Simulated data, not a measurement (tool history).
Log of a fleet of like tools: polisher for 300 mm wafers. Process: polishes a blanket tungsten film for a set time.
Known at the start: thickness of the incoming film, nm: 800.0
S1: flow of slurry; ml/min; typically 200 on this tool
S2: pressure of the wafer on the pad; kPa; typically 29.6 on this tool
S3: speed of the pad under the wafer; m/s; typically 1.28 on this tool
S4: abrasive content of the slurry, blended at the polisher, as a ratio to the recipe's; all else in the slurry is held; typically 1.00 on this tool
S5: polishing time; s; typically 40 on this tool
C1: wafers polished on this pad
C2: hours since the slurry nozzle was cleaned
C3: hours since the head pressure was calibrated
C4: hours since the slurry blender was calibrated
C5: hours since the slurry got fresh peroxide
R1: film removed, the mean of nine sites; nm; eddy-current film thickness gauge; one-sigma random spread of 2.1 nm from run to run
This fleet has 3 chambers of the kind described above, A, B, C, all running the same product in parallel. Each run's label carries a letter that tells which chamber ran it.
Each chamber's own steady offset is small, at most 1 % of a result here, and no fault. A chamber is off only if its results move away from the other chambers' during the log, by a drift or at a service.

run 1A hour=5.5 | S1=200 S2=29.6 S3=1.28 S4=1.00 S5=40 | C1=93 C2=220.9 C3=345.3 C4=52.2 C5=36.7 | R1=276.43
-- hour=7.6 chamber B: worn pad replaced by a new one
run 2C hour=8.5 | S1=200 S2=29.6 S3=1.28 S4=1.00 S5=40 | C1=842 C2=111.5 C3=296.7 C4=276.8 C5=84.3 | R1=277.96
run 3B hour=13.8 | S1=200 S2=29.6 S3=1.28 S4=1.00 S5=40 | C1=72 C2=513.8 C3=286.7 C4=49.8 C5=25.2 | R1=275.68
run 4B hour=17.9 | S1=200 S2=29.6 S3=1.28 S4=1.00 S5=40 | C1=120 C2=517.9 C3=290.8 C4=53.9 C5=29.3 | R1=274.46
run 5A hour=20.9 | S1=200 S2=29.6 S3=1.28 S4=1.25 S5=48 | C1=273 C2=236.3 C3=360.7 C4=67.6 C5=52.1 | R1=346.06
run 6C hour=25.1 | S1=200 S2=29.6 S3=1.28 S4=1.25 S5=48 | C1=1036 C2=128.1 C3=313.3 C4=293.4 C5=100.9 | R1=353.28
-- hour=25.4 chamber C: slurry tank refilled with fresh slurry and peroxide
run 7A hour=30.0 | S1=200 S2=29.6 S3=1.28 S4=1.25 S5=48 | C1=379 C2=245.4 C3=369.8 C4=76.7 C5=61.2 | R1=346.53
-- hour=31.9 chamber C: worn pad replaced by a new one
run 8B hour=34.2 | S1=200 S2=29.6 S3=1.28 S4=1.00 S5=40 | C1=310 C2=534.2 C3=307.1 C4=70.2 C5=45.6 | R1=270.47
-- hour=38.0 chamber C: slurry blender recalibrated
run 9C hour=40.6 | S1=200 S2=29.6 S3=1.28 S4=1.00 S5=40 | C1=102 C2=143.6 C3=328.8 C4=2.6 C5=15.2 | R1=275.25
run 10C hour=43.7 | S1=200 S2=29.6 S3=1.28 S4=1.00 S5=40 | C1=138 C2=146.7 C3=331.9 C4=5.7 C5=18.3 | R1=280.51
-- hour=44.3 chamber A: worn pad replaced by a new one
run 11B hour=49.4 | S1=200 S2=29.6 S3=0.92 S4=1.00 S5=35 | C1=487 C2=549.4 C3=322.3 C4=85.4 C5=60.8 | R1=174.44
run 12A hour=55.2 | S1=200 S2=29.6 S3=0.92 S4=1.00 S5=35 | C1=127 C2=270.6 C3=395.0 C4=101.9 C5=86.4 | R1=172.16
run 13C hour=62.1 | S1=200 S2=29.6 S3=0.92 S4=1.00 S5=35 | C1=352 C2=165.1 C3=350.3 C4=24.1 C5=36.7 | R1=173.73
run 14B hour=65.7 | S1=200 S2=29.6 S3=1.28 S4=1.00 S5=40 | C1=677 C2=565.7 C3=338.6 C4=101.7 C5=77.1 | R1=275.37
-- hour=66.5 chamber B: head pressure recalibrated
-- hour=68.4 chamber A: slurry nozzle cleaned
run 15A hour=68.9 | S1=200 S2=29.6 S3=1.28 S4=1.00 S5=40 | C1=287 C2=0.5 C3=408.7 C4=115.6 C5=100.1 | R1=270.83
run 16B hour=74.1 | S1=200 S2=29.6 S3=1.28 S4=1.00 S5=40 | C1=775 C2=574.1 C3=7.6 C4=110.1 C5=85.5 | R1=255.72
run 17C hour=80.7 | S1=200 S2=29.6 S3=1.28 S4=1.00 S5=40 | C1=569 C2=183.7 C3=368.9 C4=42.7 C5=55.3 | R1=275.57
-- hour=80.9 chamber A: slurry blender recalibrated
run 18A hour=85.9 | S1=200 S2=29.6 S3=1.28 S4=1.00 S5=40 | C1=485 C2=17.5 C3=425.7 C4=5.0 C5=117.1 | R1=274.42
-- hour=92.3 chamber A: worn pad replaced by a new one
run 19C hour=92.5 | S1=200 S2=29.6 S3=1.28 S4=1.00 S5=40 | C1=707 C2=195.5 C3=380.7 C4=54.5 C5=67.1 | R1=276.48
-- hour=93.6 chamber A: slurry tank refilled with fresh slurry and peroxide
run 20A hour=97.1 | S1=200 S2=29.6 S3=1.28 S4=1.00 S5=40 | C1=56 C2=28.7 C3=436.9 C4=16.2 C5=3.6 | R1=273.21
run 21B hour=103.8 | S1=200 S2=29.6 S3=1.28 S4=1.00 S5=40 | C1=1121 C2=603.8 C3=37.3 C4=139.8 C5=115.2 | R1=256.58
run 22A hour=108.3 | S1=200 S2=29.6 S3=1.28 S4=1.00 S5=40 | C1=186 C2=39.9 C3=448.1 C4=27.4 C5=14.8 | R1=272.54
-- hour=110.5 chamber C: worn pad replaced by a new one
run 23C hour=114.3 | S1=200 S2=29.6 S3=1.28 S4=1.00 S5=40 | C1=44 C2=217.3 C3=402.5 C4=76.3 C5=88.9 | R1=271.94
run 24B hour=118.5 | S1=200 S2=29.6 S3=1.28 S4=1.00 S5=40 | C1=1293 C2=618.5 C3=52.0 C4=154.5 C5=129.9 | R1=258.48
-- hour=121.9 chamber B: worn pad replaced by a new one
-- hour=123.6 chamber A: head pressure recalibrated
-- hour=125.0 chamber C: slurry nozzle cleaned
run 25C hour=125.1 | S1=200 S2=29.6 S3=1.28 S4=1.00 S5=40 | C1=170 C2=0.1 C3=413.3 C4=87.1 C5=99.7 | R1=274.97
run 26A hour=130.9 | S1=200 S2=29.6 S3=1.28 S4=1.00 S5=40 | C1=450 C2=62.5 C3=7.3 C4=50.0 C5=37.4 | R1=274.33
run 27B hour=134.3 | S1=175 S2=29.6 S3=1.28 S4=0.90 S5=40 | C1=144 C2=634.3 C3=67.8 C4=170.3 C5=145.7 | R1=244.07
run 28A hour=140.4 | S1=175 S2=29.6 S3=1.28 S4=0.90 S5=40 | C1=560 C2=72.0 C3=16.8 C4=59.5 C5=46.9 | R1=264.75
-- hour=142.5 chamber C: slurry tank refilled with fresh slurry and peroxide
-- hour=145.6 chamber A: worn pad replaced by a new one
run 29C hour=146.3 | S1=175 S2=29.6 S3=1.28 S4=0.90 S5=40 | C1=417 C2=21.3 C3=434.5 C4=108.3 C5=3.9 | R1=266.68
run 30B hour=151.8 | S1=200 S2=29.6 S3=1.28 S4=1.00 S5=40 | C1=348 C2=651.8 C3=85.3 C4=187.8 C5=163.2 | R1=255.30
run 31C hour=156.1 | S1=200 S2=29.6 S3=1.28 S4=1.00 S5=40 | C1=531 C2=31.1 C3=444.3 C4=118.1 C5=13.7 | R1=277.09
run 32A hour=160.8 | S1=200 S2=29.6 S3=1.28 S4=1.00 S5=40 | C1=178 C2=92.4 C3=37.2 C4=79.9 C5=67.3 | R1=273.82
run 33B hour=166.9 | S1=200 S2=29.6 S3=1.28 S4=1.00 S5=40 | C1=524 C2=666.9 C3=100.4 C4=202.9 C5=178.3 | R1=257.63
run 34C hour=172.9 | S1=200 S2=29.6 S3=1.28 S4=1.00 S5=40 | C1=727 C2=47.9 C3=461.1 C4=134.9 C5=30.5 | R1=276.35
run 35A hour=176.3 | S1=200 S2=29.6 S3=1.28 S4=1.00 S5=40 | C1=358 C2=107.9 C3=52.7 C4=95.4 C5=82.8 | R1=275.94
run 36B hour=182.0 | S1=200 S2=29.6 S3=1.28 S4=1.00 S5=40 | C1=700 C2=682.0 C3=115.5 C4=218.0 C5=193.4 | R1=254.39
run 37B hour=186.7 | S1=200 S2=29.6 S3=1.28 S4=1.00 S5=33 | C1=755 C2=686.7 C3=120.2 C4=222.7 C5=198.1 | R1=212.37
run 38A hour=190.3 | S1=200 S2=29.6 S3=1.28 S4=1.00 S5=33 | C1=522 C2=121.9 C3=66.7 C4=109.4 C5=96.8 | R1=225.46
run 39C hour=194.4 | S1=200 S2=29.6 S3=1.28 S4=1.00 S5=33 | C1=978 C2=69.4 C3=482.6 C4=156.4 C5=52.0 | R1=228.34
run 40B hour=200.4 | S1=200 S2=29.6 S3=1.28 S4=1.00 S5=50 | C1=915 C2=700.4 C3=133.9 C4=236.4 C5=211.8 | R1=318.19
run 41C hour=204.2 | S1=200 S2=29.6 S3=1.28 S4=1.00 S5=50 | C1=1092 C2=79.2 C3=492.4 C4=166.2 C5=61.8 | R1=347.47

Next, all 3 chambers run the settings below, one line each with question marks for the results. What does each chamber give?
run 42A hour=209.2 | S1=200 S2=29.6 S3=1.28 S4=1.00 S5=40 | R1=?
run 42B hour=209.2 | S1=200 S2=29.6 S3=1.28 S4=1.00 S5=40 | R1=?
run 42C hour=209.2 | S1=200 S2=29.6 S3=1.28 S4=1.00 S5=40 | R1=?

run=42A R1=271.82
run=42B R1=257.64
run=42C R1=278.36

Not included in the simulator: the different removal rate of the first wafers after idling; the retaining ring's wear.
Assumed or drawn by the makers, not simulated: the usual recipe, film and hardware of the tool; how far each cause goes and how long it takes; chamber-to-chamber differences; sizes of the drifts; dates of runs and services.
